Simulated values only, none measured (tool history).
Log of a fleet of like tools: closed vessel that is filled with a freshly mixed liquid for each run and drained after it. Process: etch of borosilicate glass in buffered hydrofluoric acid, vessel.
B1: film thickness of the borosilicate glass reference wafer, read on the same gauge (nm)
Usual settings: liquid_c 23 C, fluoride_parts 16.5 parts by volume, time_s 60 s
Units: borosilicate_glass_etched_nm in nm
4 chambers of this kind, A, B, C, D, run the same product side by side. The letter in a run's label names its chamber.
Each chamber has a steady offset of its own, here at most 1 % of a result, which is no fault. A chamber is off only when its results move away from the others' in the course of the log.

{"run": "1B", "hour": 4.0, "liquid_c": 23, "fluoride_parts": 16.5, "time_s": 60, "B1": 150, "borosilicate_glass_etched_nm": 48.304}
{"run": "2A", "hour": 6.5, "liquid_c": 23, "fluoride_parts": 16.5, "time_s": 60, "B1": 150.03, "borosilicate_glass_etched_nm": 48.89}
{"run": "3C", "hour": 9.5, "liquid_c": 23, "fluoride_parts": 16.5, "time_s": 60, "B1": 150.01, "borosilicate_glass_etched_nm": 49.532}
{"run": "4D", "hour": 12.4, "liquid_c": 23, "fluoride_parts": 16.5, "time_s": 60, "B1": 149.99, "borosilicate_glass_etched_nm": 48.892}
{"run": "5B", "hour": 15.7, "liquid_c": 23, "fluoride_parts": 16.5, "time_s": 60, "B1": 150.01, "borosilicate_glass_etched_nm": 48.457}
{"run": "6C", "hour": 19.5, "liquid_c": 21, "fluoride_parts": 11.5, "time_s": 60, "B1": 150.03, "borosilicate_glass_etched_nm": 61.511}
{"run": "7D", "hour": 22.3, "liquid_c": 21, "fluoride_parts": 11.5, "time_s": 60, "B1": 150.02, "borosilicate_glass_etched_nm": 63.082}
{"run": "8A", "hour": 24.3, "liquid_c": 21, "fluoride_parts": 11.5, "time_s": 60, "B1": 149.96, "borosilicate_glass_etched_nm": 62.645}
{"run": "9B", "hour": 27.4, "liquid_c": 21, "fluoride_parts": 11.5, "time_s": 60, "B1": 150.01, "borosilicate_glass_etched_nm": 61.894}
{"run": "10A", "hour": 31.4, "liquid_c": 23, "fluoride_parts": 16.5, "time_s": 60, "B1": 150, "borosilicate_glass_etched_nm": 48.94}
{"run": "11D", "hour": 35.5, "liquid_c": 23, "fluoride_parts": 16.5, "time_s": 60, "B1": 150.01, "borosilicate_glass_etched_nm": 48.182}
{"run": "12C", "hour": 37.6, "liquid_c": 23, "fluoride_parts": 16.5, "time_s": 30, "B1": 150, "borosilicate_glass_etched_nm": 23.778}
{"run": "13A", "hour": 41.6, "liquid_c": 23, "fluoride_parts": 16.5, "time_s": 30, "B1": 149.99, "borosilicate_glass_etched_nm": 24.292}
{"run": "14C", "hour": 44.9, "liquid_c": 23, "fluoride_parts": 16.5, "time_s": 30, "B1": 149.98, "borosilicate_glass_etched_nm": 23.608}
{"run": "15B", "hour": 47.5, "liquid_c": 23, "fluoride_parts": 16.5, "time_s": 30, "B1": 150, "borosilicate_glass_etched_nm": 24.046}
{"run": "16D", "hour": 51.3, "liquid_c": 23, "fluoride_parts": 16.5, "time_s": 60, "B1": 150.02, "borosilicate_glass_etched_nm": 49.408}
{"run": "17C", "hour": 53.7, "liquid_c": 23, "fluoride_parts": 16.5, "time_s": 60, "B1": 150, "borosilicate_glass_etched_nm": 48.022}
{"run": "18D", "hour": 56.8, "liquid_c": 23, "fluoride_parts": 16.5, "time_s": 60, "B1": 149.96, "borosilicate_glass_etched_nm": 49.391}
{"run": "19A", "hour": 60.9, "liquid_c": 23, "fluoride_parts": 16.5, "time_s": 60, "B1": 150, "borosilicate_glass_etched_nm": 48.797}
{"run": "20B", "hour": 64.2, "liquid_c": 23, "fluoride_parts": 16.5, "time_s": 60, "B1": 150, "borosilicate_glass_etched_nm": 48.218}
{"run": "21C", "hour": 66.9, "liquid_c": 23, "fluoride_parts": 16.5, "time_s": 60, "B1": 149.98, "borosilicate_glass_etched_nm": 46.833}
{"run": "22A", "hour": 71.0, "liquid_c": 23, "fluoride_parts": 20.5, "time_s": 60, "B1": 149.99, "borosilicate_glass_etched_nm": 40.241}
{"run": "23B", "hour": 74.3, "liquid_c": 23, "fluoride_parts": 20.5, "time_s": 60, "B1": 150.03, "borosilicate_glass_etched_nm": 39.233}
{"run": "24D", "hour": 78.9, "liquid_c": 23, "fluoride_parts": 20.5, "time_s": 60, "B1": 150, "borosilicate_glass_etched_nm": 39.475}
{"run": "25C", "hour": 82.0, "liquid_c": 23, "fluoride_parts": 20.5, "time_s": 60, "B1": 150, "borosilicate_glass_etched_nm": 38.018}
{"run": "26A", "hour": 85.9, "liquid_c": 23, "fluoride_parts": 16.5, "time_s": 30, "B1": 150.02, "borosilicate_glass_etched_nm": 24.741}
{"run": "27B", "hour": 90.1, "liquid_c": 23, "fluoride_parts": 16.5, "time_s": 30, "B1": 150.03, "borosilicate_glass_etched_nm": 24.007}
{"run": "28D", "hour": 93.0, "liquid_c": 23, "fluoride_parts": 16.5, "time_s": 30, "B1": 150.01, "borosilicate_glass_etched_nm": 24.398}

Next, every chamber runs the same settings. What will each give?
{"run": "29A", "hour": 96.2, "liquid_c": 23, "fluoride_parts": 16.5, "time_s": 40, "borosilicate_glass_etched_nm": "?"}
{"run": "29B", "hour": 96.2, "liquid_c": 23, "fluoride_parts": 16.5, "time_s": 40, "borosilicate_glass_etched_nm": "?"}
{"run": "29C", "hour": 96.2, "liquid_c": 23, "fluoride_parts": 16.5, "time_s": 40, "borosilicate_glass_etched_nm": "?"}
{"run": "29D", "hour": 96.2, "liquid_c": 23, "fluoride_parts": 16.5, "time_s": 40, "borosilicate_glass_etched_nm": "?"}

run=29A borosilicate_glass_etched_nm=32.88
run=29B borosilicate_glass_etched_nm=32.56
run=29C borosilicate_glass_etched_nm=30.416
run=29D borosilicate_glass_etched_nm=32.237
